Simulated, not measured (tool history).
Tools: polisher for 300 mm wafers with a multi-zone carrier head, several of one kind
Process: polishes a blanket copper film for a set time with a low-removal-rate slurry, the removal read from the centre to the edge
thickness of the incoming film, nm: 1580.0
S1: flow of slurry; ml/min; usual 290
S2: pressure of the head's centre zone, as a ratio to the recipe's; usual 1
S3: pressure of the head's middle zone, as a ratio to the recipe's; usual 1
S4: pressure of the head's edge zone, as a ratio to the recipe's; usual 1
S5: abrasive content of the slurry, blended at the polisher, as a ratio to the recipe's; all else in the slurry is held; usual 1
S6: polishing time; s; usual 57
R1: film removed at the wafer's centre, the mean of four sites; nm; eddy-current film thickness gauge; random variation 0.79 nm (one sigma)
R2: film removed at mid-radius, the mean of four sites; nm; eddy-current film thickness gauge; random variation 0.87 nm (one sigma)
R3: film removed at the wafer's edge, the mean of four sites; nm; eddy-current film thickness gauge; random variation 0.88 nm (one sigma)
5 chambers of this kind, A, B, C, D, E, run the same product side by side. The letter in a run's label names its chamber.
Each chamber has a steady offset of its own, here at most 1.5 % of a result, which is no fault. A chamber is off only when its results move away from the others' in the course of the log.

run,hour,S1,S2,S3,S4,S5,S6,R1,R2,R3
1E,8.6,290,1,1,1,1,57,120.64,122.5,121.64
# hour 15.9: chamber E: worn pad replaced by a new one
2D,16.5,290,1,1,1,1,57,122.7,122.84,121.52
3B,24.7,290,1,1,1,1,57,122.52,124.07,124.58
# hour 33.8: chamber D: worn pad replaced by a new one
# hour 33.9: chamber B: worn pad replaced by a new one
4C,34.4,290,1,1,1,1,57,121.59,119.5,121.6
5A,46.3,290,1,1,1,1,57,120.08,121.04,121.87
# hour 48.9: chamber C: worn pad replaced by a new one
6D,56.7,290,1,1,1,1,57,120.97,122.7,122.21
7C,63.7,290,1,1,1,1,57,122.49,120.97,120.69
8E,72.1,290,1,1,1,1,57,118.84,121.48,120.53
# hour 80: chamber E: worn pad replaced by a new one
9A,82.7,290,1,1,1,1,57,121.53,120.37,119.18
# hour 87.4: chamber A: worn pad replaced by a new one
10B,90.8,290,1,1,1,1,57,122.5,123.17,123.48
11A,100.3,290,1,1,1,1,57,121.92,122.77,120.18
12B,105.8,290,1,1,1,1.2,57,126.56,126.86,127.68
# hour 113.1: chamber C: worn pad replaced by a new one
13D,113.7,290,1,1,1,1.2,57,127.08,127.7,126.55
14C,124.8,290,1,1,1,1.2,57,125.7,127.3,126.56
# hour 126: chamber C: edge zone pressure recalibrated
# hour 129: chamber E: worn pad replaced by a new one
# hour 134.9: chamber B: worn pad replaced by a new one
15E,136.6,290,1,1,1,1.2,57,126.82,127,126.8
16A,147.6,290,1,1,1,1.2,57,124.35,125.46,126.37
17D,159.9,290,1,1,1,1,57,121.36,122.28,122.42
18B,165.4,290,1,1,1,1,57,123.23,122.04,123.13
# hour 171.2: chamber D: worn pad replaced by a new one
19E,176.2,290,1,1,1,1,57,121.79,122.24,120.05
# hour 180.6: chamber C: worn pad replaced by a new one
# hour 185.6: chamber E: edge zone pressure recalibrated
20C,188.1,290,1,1,1,1,57,122.63,119.27,122.42
# hour 192.1: chamber E: worn pad replaced by a new one
21B,194.7,290,1,1,1,1,57,122.64,123.9,123.25
# hour 198.3: chamber C: slurry nozzle cleaned
22C,200,290,1,1,1,1,57,121.13,120.19,121.74
# hour 201.2: chamber A: worn pad replaced by a new one
23E,212.3,290,1,1,1,1,57,123.59,121.6,120.31
24A,223.7,290,1,1,1,1,57,121.08,122.35,121.55
25D,229.9,290,1,1,1,1,57,121.93,124.47,120.03
# hour 234.6: chamber B: worn pad replaced by a new one
26B,240.5,290,1,1,1,1,57,121.56,122.29,124.02
# hour 240.7: chamber D: slurry nozzle cleaned
# hour 248: chamber C: worn pad replaced by a new one
27E,249,290,1,1,1,1,57,125.91,123.15,121.1
28A,255.6,290,1,1,0.89,1,57,119.48,119.42,113.38
29C,263.2,290,1,1,0.89,1,57,121.82,118.82,115.18
30D,270.8,290,1,1,0.89,1,57,121.34,121.6,112.98
31C,278.8,290,1,1,0.89,1,57,121.14,120.94,113.73

What goes on in this fleet: one chamber off, a drifting gauge, or nothing beyond the chambers' own small offsets? Name the chamber and the cause, if any.

Chamber E drifts away from the others.
Cause: centre zone's pressure above its setpoint, % = 3.62.

Here are 4 candidates for chamber E's next run, each the usual settings with a change, their results left as question marks. Which one brings its results back in line with what the others give on the usual settings?
In line means no further than this from the other chambers' mean on the usual settings: R1 2.8 nm; R2 3 nm; R3 3.1 nm
32E-1,287.6,285,0.94,0.99,1.03,1,57,?,?,?
32E-2,287.6,295,1.07,1.01,0.97,1,57,?,?,?
32E-3,287.6,290,0.97,1,1.01,1,57,?,?,?
32E-4,287.6,290,1.03,1,0.99,1,57,?,?,?

The other chambers' mean on the usual settings: R1 121.6 nm; R2 121.68 nm; R3 122 nm
run,R1,R2,R3
32E-1,116.51,120.4,122.79
32E-2,135.04,123.02,119.28
32E-3,120.91,121.74,121.68
32E-4,129.23,121.7,120.41
32E-3 brings the chamber back in line.
